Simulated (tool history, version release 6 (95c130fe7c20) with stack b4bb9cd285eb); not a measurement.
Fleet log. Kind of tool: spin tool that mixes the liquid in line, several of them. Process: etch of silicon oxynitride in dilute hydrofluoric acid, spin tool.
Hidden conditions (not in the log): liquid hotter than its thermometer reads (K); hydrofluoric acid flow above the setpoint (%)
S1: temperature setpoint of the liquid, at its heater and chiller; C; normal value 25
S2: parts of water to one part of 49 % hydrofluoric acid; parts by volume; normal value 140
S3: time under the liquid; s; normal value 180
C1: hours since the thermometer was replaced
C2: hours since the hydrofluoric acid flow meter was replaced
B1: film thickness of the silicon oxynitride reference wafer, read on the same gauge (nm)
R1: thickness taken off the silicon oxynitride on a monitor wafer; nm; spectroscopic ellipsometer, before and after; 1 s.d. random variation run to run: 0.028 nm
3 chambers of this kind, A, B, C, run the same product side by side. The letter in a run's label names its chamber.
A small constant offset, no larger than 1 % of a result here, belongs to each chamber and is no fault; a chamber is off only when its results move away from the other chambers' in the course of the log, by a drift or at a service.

run 1A hour=14.6 | S1=25 S2=140 S3=180 | C1=1464.5 C2=1067.4 | B1=149.97 | R1=1.91360
run 2C hour=26.7 | S1=25 S2=140 S3=180 | C1=278.9 C2=1108.6 | B1=150.03 | R1=1.89620
run 3B hour=37.2 | S1=25 S2=140 S3=180 | C1=941.5 C2=1780.1 | B1=150.00 | R1=1.97010
run 4C hour=51.8 | S1=25 S2=140 S3=180 | C1=304.0 C2=1133.7 | B1=149.99 | R1=1.94780
run 5A hour=61.5 | S1=25 S2=140 S3=180 | C1=1511.4 C2=1114.3 | B1=149.98 | R1=1.88740
run 6B hour=73.9 | S1=25 S2=140 S3=120 | C1=978.2 C2=1816.8 | B1=150.00 | R1=1.21850
run 7C hour=84.0 | S1=25 S2=140 S3=120 | C1=336.2 C2=1165.9 | B1=149.98 | R1=1.25290
-- hour=92.3 chamber C: hydrofluoric acid flow meter replaced
run 8B hour=97.1 | S1=25 S2=140 S3=120 | C1=1001.4 C2=1840.0 | B1=150.00 | R1=1.27390
run 9A hour=109.7 | S1=30 S2=85 S3=180 | C1=1559.6 C2=1162.5 | B1=149.96 | R1=4.16480
run 10C hour=124.2 | S1=30 S2=85 S3=180 | C1=376.4 C2=32.0 | B1=149.97 | R1=4.10730
run 11B hour=131.5 | S1=30 S2=85 S3=180 | C1=1035.8 C2=1874.4 | B1=150.00 | R1=4.07470
run 12A hour=139.3 | S1=25 S2=140 S3=115 | C1=1589.2 C2=1192.1 | B1=150.05 | R1=1.19570
run 13A hour=146.5 | S1=25 S2=140 S3=115 | C1=1596.4 C2=1199.3 | B1=150.04 | R1=1.19940
run 14B hour=158.2 | S1=25 S2=140 S3=115 | C1=1062.5 C2=1901.1 | B1=150.01 | R1=1.17490
-- hour=166.1 chamber A: thermometer replaced
run 15C hour=167.1 | S1=25 S2=140 S3=180 | C1=419.3 C2=74.9 | B1=150.01 | R1=1.80270
run 16B hour=176.5 | S1=25 S2=140 S3=180 | C1=1080.8 C2=1919.4 | B1=150.00 | R1=1.91260
run 17A hour=190.6 | S1=25 S2=140 S3=180 | C1=24.6 C2=1243.4 | B1=150.03 | R1=1.90680
-- hour=197.7 chamber B: hydrofluoric acid flow meter replaced
run 18C hour=199.3 | S1=25 S2=140 S3=180 | C1=451.5 C2=107.1 | B1=149.99 | R1=1.89000
run 19A hour=213.2 | S1=25 S2=140 S3=180 | C1=47.2 C2=1266.0 | B1=149.99 | R1=1.86360
run 20C hour=224.2 | S1=25 S2=140 S3=180 | C1=476.4 C2=132.0 | B1=150.00 | R1=1.84510
run 21B hour=236.6 | S1=25 S2=140 S3=180 | C1=1140.9 C2=38.9 | B1=150.00 | R1=1.85920
run 22A hour=249.9 | S1=25 S2=140 S3=180 | C1=83.9 C2=1302.7 | B1=150.00 | R1=1.89080
run 23B hour=263.5 | S1=25 S2=140 S3=180 | C1=1167.8 C2=65.8 | B1=149.97 | R1=1.86920
run 24C hour=276.1 | S1=25 S2=140 S3=180 | C1=528.3 C2=183.9 | B1=150.03 | R1=1.84610
run 25A hour=283.8 | S1=25 S2=140 S3=180 | C1=117.8 C2=1336.6 | B1=149.99 | R1=1.88530
run 26B hour=297.0 | S1=25 S2=140 S3=180 | C1=1201.3 C2=99.3 | B1=150.00 | R1=1.89350
-- hour=305.0 chamber A: hydrofluoric acid flow meter replaced
run 27C hour=305.5 | S1=25 S2=140 S3=180 | C1=557.7 C2=213.3 | B1=150.00 | R1=1.84690
run 28C hour=314.4 | S1=25 S2=165 S3=80 | C1=566.6 C2=222.2 | B1=150.00 | R1=0.68735
run 29B hour=327.9 | S1=25 S2=165 S3=80 | C1=1232.2 C2=130.2 | B1=149.99 | R1=0.70317
run 30A hour=339.6 | S1=25 S2=165 S3=80 | C1=173.6 C2=34.7 | B1=150.00 | R1=0.69311
run 31A hour=350.2 | S1=25 S2=140 S3=180 | C1=184.2 C2=45.3 | B1=149.96 | R1=1.82200
run 32C hour=360.2 | S1=25 S2=140 S3=180 | C1=612.4 C2=268.0 | B1=149.99 | R1=1.91480

Is one chamber out of step, is the gauge drifting, or do the chambers differ by no more than their own small offsets? For an off chamber, give its letter and the likeliest cause.

No chamber stands off beyond its own small offset, and the gauge holds steady.
